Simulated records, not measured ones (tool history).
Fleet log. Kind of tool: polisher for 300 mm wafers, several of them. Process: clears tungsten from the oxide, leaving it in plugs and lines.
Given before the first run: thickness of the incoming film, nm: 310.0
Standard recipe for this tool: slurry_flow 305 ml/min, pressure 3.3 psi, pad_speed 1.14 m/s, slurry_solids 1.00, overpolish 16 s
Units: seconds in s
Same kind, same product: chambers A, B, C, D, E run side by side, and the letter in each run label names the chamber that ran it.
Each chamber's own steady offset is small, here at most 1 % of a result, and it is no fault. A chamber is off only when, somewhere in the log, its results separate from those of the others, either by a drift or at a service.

run     day  slurry_flow  pressure  pad_speed  slurry_solids  overpolish  seconds
      0.092  -- chamber A: slurry tank refilled with fresh slurry and peroxide
 1D   0.312          305       3.3       1.14           1.00          16   59.980
      0.700  -- chamber B: worn pad replaced by a new one
 2A   0.779          305       3.3       1.14           1.00          16   60.039
      0.812  -- chamber A: worn pad replaced by a new one
      1.050  -- chamber D: slurry blender recalibrated
      1.162  -- chamber E: slurry tank refilled with fresh slurry and peroxide
 3E   1.271          305       3.3       1.14           1.00          16   60.942
      1.504  -- chamber C: worn pad replaced by a new one
      1.538  -- chamber D: worn pad replaced by a new one
      1.604  -- chamber E: slurry nozzle cleaned
 4C   1.725          305       3.3       1.14           1.00          16   61.492
 5B   2.117          305       3.3       1.14           1.00          16   60.868
 6C   2.417          305       3.3       1.14           1.00          16   60.756
      2.671  -- chamber C: slurry tank refilled with fresh slurry and peroxide
 7A   2.804          305       3.3       1.14           0.75          16   64.489
      2.975  -- chamber B: slurry tank refilled with fresh slurry and peroxide
      3.221  -- chamber A: slurry tank refilled with fresh slurry and peroxide
 8D   3.246          305       3.3       1.14           0.75          16   64.691
 9B   3.733          305       3.3       1.14           0.75          16   63.875
      3.962  -- chamber B: worn pad replaced by a new one
      4.067  -- chamber A: worn pad replaced by a new one
10E   4.112          305       3.3       1.14           0.75          16   63.759
11E   4.408          305       3.3       1.14           0.75          16   64.343
      4.467  -- chamber C: worn pad replaced by a new one
      4.554  -- chamber E: worn pad replaced by a new one
12B   4.800          305       3.3       1.14           1.00          16   60.732
      4.858  -- chamber E: slurry blender recalibrated
      4.958  -- chamber D: worn pad replaced by a new one
      5.217  -- chamber D: slurry tank refilled with fresh slurry and peroxide
13D   5.254          405       3.3       1.42           1.00          16   46.875
      5.271  -- chamber A: head pressure recalibrated
14A   5.721          405       3.3       1.42           1.00          16   46.451
      5.950  -- chamber C: head pressure recalibrated
15C   6.083          405       3.3       1.42           1.00          16   52.245
      6.088  -- chamber A: slurry tank refilled with fresh slurry and peroxide
      6.104  -- chamber E: slurry tank refilled with fresh slurry and peroxide
16E   6.483          405       3.3       1.42           1.00          16   47.212
      6.696  -- chamber B: slurry tank refilled with fresh slurry and peroxide
17C   6.867          405       3.3       1.42           1.00          16   52.375
      7.112  -- chamber A: worn pad replaced by a new one
18A   7.312          305       3.3       1.14           1.00          16   59.912
      7.367  -- chamber B: worn pad replaced by a new one
19B   7.800          305       3.3       1.14           1.00          16   60.787
      7.871  -- chamber A: slurry nozzle cleaned
      8.075  -- chamber C: worn pad replaced by a new one
      8.275  -- chamber E: worn pad replaced by a new one
20D   8.283          305       3.3       1.14           1.00          16   59.204
      8.362  -- chamber A: slurry blender recalibrated
21D   8.508          305       3.3       1.14           1.00          16   59.527
      8.558  -- chamber D: worn pad replaced by a new one
22A   8.754          305       3.3       1.14           1.00          20   60.323
23E   9.021          305       3.3       1.14           1.00          20   60.257
      9.238  -- chamber D: slurry nozzle cleaned
24B   9.333          305       3.3       1.14           1.00          20   61.329
      9.400  -- chamber A: slurry tank refilled with fresh slurry and peroxide
25C   9.679          305       3.3       1.14           1.00          20   66.688
      9.825  -- chamber C: slurry nozzle cleaned
      9.867  -- chamber C: slurry blender recalibrated
26E   9.925          305       3.3       1.14           1.00          20   60.686
     10.088  -- chamber E: slurry blender recalibrated
27C  10.221          305       3.3       1.14           1.00          16   67.036
     10.271  -- chamber B: slurry tank refilled with fresh slurry and peroxide
     10.504  -- chamber E: slurry tank refilled with fresh slurry and peroxide
     10.629  -- chamber A: worn pad replaced by a new one
28A  10.638          305       3.3       1.14           1.00          16   59.899
     10.679  -- chamber C: slurry tank refilled with fresh slurry and peroxide
     10.738  -- chamber B: worn pad replaced by a new one
29D  10.975          305       3.3       1.14           1.00          16   59.075
30B  11.396          305       3.3       1.14           1.00          16   60.596
     11.417  -- chamber C: worn pad replaced by a new one
31A  11.883          305       3.3       1.14           1.00          16   60.902
     12.179  -- chamber D: worn pad replaced by a new one
     12.233  -- chamber A: slurry tank refilled with fresh slurry and peroxide
32D  12.262          305       3.3       1.14           1.00          16   58.089
     12.521  -- chamber E: slurry nozzle cleaned
     12.704  -- chamber E: worn pad replaced by a new one
33E  12.775          305       3.3       1.14           1.00          16   61.452
     12.833  -- chamber D: slurry tank refilled with fresh slurry and peroxide
34C  13.288          305       3.3       1.14           1.00          16   66.583
35B  13.558          305       3.3       1.14           1.00          16   60.635
     13.617  -- chamber B: worn pad replaced by a new one
36D  13.875          305       3.3       1.14           1.00          22   59.267
37A  14.229          305       3.3       1.14           1.00          22   60.406
     14.275  -- chamber C: worn pad replaced by a new one
     14.317  -- chamber B: slurry nozzle cleaned
38C  14.671          305       3.3       1.14           1.00          22   67.265
     14.679  -- chamber B: slurry tank refilled with fresh slurry and peroxide
     14.900  -- chamber E: slurry tank refilled with fresh slurry and peroxide
     14.942  -- chamber E: head pressure recalibrated
39E  15.046          305       3.3       1.14           1.00          22   59.814
40B  15.300          305       3.3       1.14           1.00          22   60.198
41B  15.758          305       3.3       1.14           1.00          16   59.962
42E  16.229          305       3.3       1.14           1.00          16   59.601

Predict what each chamber gives when all 5 of them run the settings below next.
43A  16.604          305       3.3       1.14           1.00          12        ?
43B  16.604          305       3.3       1.14           1.00          12        ?
43C  16.604          305       3.3       1.14           1.00          12        ?
43D  16.604          305       3.3       1.14           1.00          12        ?
43E  16.604          305       3.3       1.14           1.00          12        ?

run  seconds
43A   60.783
43B   59.787
43C   66.318
43D   59.197
43E   60.530

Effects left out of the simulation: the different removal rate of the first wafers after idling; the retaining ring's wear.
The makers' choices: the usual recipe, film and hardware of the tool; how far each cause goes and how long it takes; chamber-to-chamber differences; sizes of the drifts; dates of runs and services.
